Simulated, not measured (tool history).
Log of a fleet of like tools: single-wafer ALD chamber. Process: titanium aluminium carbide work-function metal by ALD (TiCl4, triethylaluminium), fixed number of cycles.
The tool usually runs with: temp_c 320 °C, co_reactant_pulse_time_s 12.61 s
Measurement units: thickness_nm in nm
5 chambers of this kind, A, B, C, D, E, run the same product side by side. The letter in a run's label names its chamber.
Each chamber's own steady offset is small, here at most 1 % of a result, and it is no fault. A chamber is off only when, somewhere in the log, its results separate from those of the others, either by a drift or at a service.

run   hour  temp_c  co_reactant_pulse_time_s  read-back reference wafer on the same gauge, thickness_nm  thickness_nm
 1D    5.9     320                     12.61                                                     1.8707        2.2283
 2E   14.5     320                     12.61                                                     1.8697        2.2162
 3C   22.7     320                     12.61                                                     1.8687        2.1953
 4B   29.9     320                     12.61                                                     1.8686        2.2209
 5A   38.8     320                     12.61                                                     1.8684        2.2209
 6A   45.7     320                     12.61                                                     1.8684        2.2237
 7D   53.3     320                     12.61                                                     1.8684        2.2253
 8B   59.7     320                     12.61                                                     1.8671        2.2140
 9C   67.2     331                     15.12                                                     1.8676        2.3070
10E   77.6     331                     15.12                                                     1.8674        2.3382
11E   87.9     331                     15.12                                                     1.8652        2.3370
12B   98.4     331                     15.12                                                     1.8660        2.3327
13C  106.6     331                     15.12                                                     1.8654        2.3048
14A  114.2     320                     12.61                                                     1.8664        2.2154
15D  121.0     320                     12.61                                                     1.8661        2.2309
16A  127.4     306                     16.19                                                     1.8652        2.1119
17C  135.0     306                     16.19                                                     1.8646        2.0831
18B  143.1     306                     16.19                                                     1.8650        2.1108
19D  154.2     306                     16.19                                                     1.8642        2.1214
20E  164.7     306                     16.19                                                     1.8636        2.1031
21E  173.7     320                     12.61                                                     1.8630        2.2108
22A  179.5     327                      8.51                                                     1.8632        2.1813
23D  189.7     327                      8.51                                                     1.8628        2.1895
24C  197.9     327                      8.51                                                     1.8622        2.1534
25B  208.1     327                      8.51                                                     1.8622        2.1805
26B  217.0     327                      8.51                                                     1.8612        2.1756
27D  225.7     320                     12.61                                                     1.8610        2.2229
     228.1  -- chamber D: triethylaluminium bottle replaced
28A  232.7     320                     12.61                                                     1.8609        2.2066
29E  241.1     320                     12.61                                                     1.8602        2.2085
30C  249.9     320                     12.61                                                     1.8608        2.1869
31E  259.0     320                     12.61                                                     1.8596        2.2136
32B  265.5     329                      8.92                                                     1.8593        2.2091
33D  271.5     329                      8.92                                                     1.8595        2.2231
34A  276.6     329                      8.92                                                     1.8595        2.2165
35C  283.7     329                      8.92                                                     1.8595        2.1870
     285.8  -- chamber A: thermocouple changed; heater temperature recalibrated
36C  289.0     329                      8.92                                                     1.8583        2.1893
37A  294.9     306                      9.89                                                     1.8584        2.0387
38B  303.4     306                      9.89                                                     1.8589        2.0359
39D  312.5     306                      9.89                                                     1.8576        2.0469

Predict what each chamber gives when all 5 of them run the settings below next.
40A  320.8     320                     12.61                                                                        ?
40B  320.8     320                     12.61                                                                        ?
40C  320.8     320                     12.61                                                                        ?
40D  320.8     320                     12.61                                                                        ?
40E  320.8     320                     12.61                                                                        ?

run  thickness_nm
40A        2.2071
40B        2.2026
40C        2.1801
40D        2.2106
40E        2.2097

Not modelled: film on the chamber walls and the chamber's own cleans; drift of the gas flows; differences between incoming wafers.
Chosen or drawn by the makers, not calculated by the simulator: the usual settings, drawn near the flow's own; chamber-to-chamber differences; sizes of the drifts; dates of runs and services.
